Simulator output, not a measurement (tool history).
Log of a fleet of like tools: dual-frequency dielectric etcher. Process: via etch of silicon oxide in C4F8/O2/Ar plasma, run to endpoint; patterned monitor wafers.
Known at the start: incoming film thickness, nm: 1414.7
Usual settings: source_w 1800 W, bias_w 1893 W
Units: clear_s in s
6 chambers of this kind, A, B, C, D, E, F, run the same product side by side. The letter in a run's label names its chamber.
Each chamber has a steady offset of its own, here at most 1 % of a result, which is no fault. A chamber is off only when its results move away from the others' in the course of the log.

| run | hour | source_w | bias_w | clear_s |
|---|---|---|---|---|
| 1A | 7.8 | 1800 | 1893 | 296.95 |
|  | 11.3 | chamber E: bias power generator calibrated |
| 2B | 11.7 | 1800 | 1893 | 295.38 |
|  | 13.8 | chamber C: wet clean of the chamber |
|  | 15.4 | chamber B: wet clean of the chamber |
| 3E | 16.3 | 1800 | 1893 | 294.89 |
| 4F | 20.8 | 1800 | 1893 | 293.26 |
| 5D | 29.3 | 1800 | 2109 | 286.65 |
| 6C | 34.1 | 1800 | 2109 | 286.20 |
| 7B | 38.9 | 1800 | 2109 | 286.90 |
| 8F | 43.2 | 1800 | 2109 | 286.17 |
| 9C | 50.4 | 1800 | 2109 | 285.68 |
| 10E | 56.9 | 1800 | 2109 | 285.06 |
| 11A | 62.2 | 1800 | 1893 | 294.54 |
| 12D | 66.7 | 1800 | 1893 | 297.76 |
| 13B | 75.0 | 1800 | 1893 | 296.83 |
| 14D | 82.7 | 1800 | 1893 | 296.39 |
| 15A | 87.8 | 1540 | 1893 | 315.21 |
| 16E | 96.2 | 1540 | 1893 | 313.09 |
| 17F | 102.3 | 1540 | 1893 | 313.65 |
| 18C | 109.9 | 1540 | 1893 | 314.74 |
| 19B | 117.1 | 1540 | 1893 | 315.20 |
| 20A | 122.6 | 1540 | 1893 | 316.06 |
| 21F | 128.8 | 1800 | 1893 | 294.40 |
| 22E | 134.6 | 1800 | 1893 | 294.69 |
| 23C | 139.4 | 1800 | 1893 | 295.11 |
| 24D | 147.8 | 1800 | 1893 | 295.68 |
| 25A | 152.8 | 1800 | 1893 | 297.01 |
|  | 157.0 | chamber C: source power generator calibrated |
| 26B | 159.4 | 1800 | 1893 | 295.93 |
| 27F | 163.3 | 1800 | 1893 | 292.90 |
| 28E | 167.9 | 2110 | 2040 | 270.94 |
| 29C | 174.1 | 2110 | 2040 | 269.62 |
|  | 174.2 | chamber A: bias power generator calibrated |
|  | 174.8 | chamber D: wet clean of the chamber |
| 30D | 179.6 | 2110 | 2040 | 272.63 |
| 31C | 185.9 | 2110 | 2040 | 269.11 |
| 32A | 192.1 | 2110 | 2040 | 271.25 |
| 33B | 195.8 | 2110 | 2040 | 271.77 |
|  | 198.7 | chamber E: wet clean of the chamber |
| 34E | 201.9 | 1800 | 1893 | 293.38 |
| 35D | 206.9 | 1800 | 1893 | 296.19 |
| 36F | 210.6 | 1800 | 1893 | 294.17 |
| 37C | 216.6 | 1800 | 1893 | 295.14 |
| 38F | 221.9 | 1550 | 1893 | 310.64 |
| 39A | 225.9 | 1550 | 1893 | 314.16 |
| 40B | 232.6 | 1550 | 1893 | 313.87 |
| 41D | 239.0 | 1550 | 1893 | 315.17 |

All 6 chambers run these settings next. Forecast each chamber's results:
| 42A | 245.1 | 1800 | 1688 | ? |
| 42B | 245.1 | 1800 | 1688 | ? |
| 42C | 245.1 | 1800 | 1688 | ? |
| 42D | 245.1 | 1800 | 1688 | ? |
| 42E | 245.1 | 1800 | 1688 | ? |
| 42F | 245.1 | 1800 | 1688 | ? |

| run | clear_s |
|---|---|
| 42A | 306.25 |
| 42B | 303.94 |
| 42C | 303.74 |
| 42D | 307.70 |
| 42E | 302.49 |
| 42F | 304.63 |

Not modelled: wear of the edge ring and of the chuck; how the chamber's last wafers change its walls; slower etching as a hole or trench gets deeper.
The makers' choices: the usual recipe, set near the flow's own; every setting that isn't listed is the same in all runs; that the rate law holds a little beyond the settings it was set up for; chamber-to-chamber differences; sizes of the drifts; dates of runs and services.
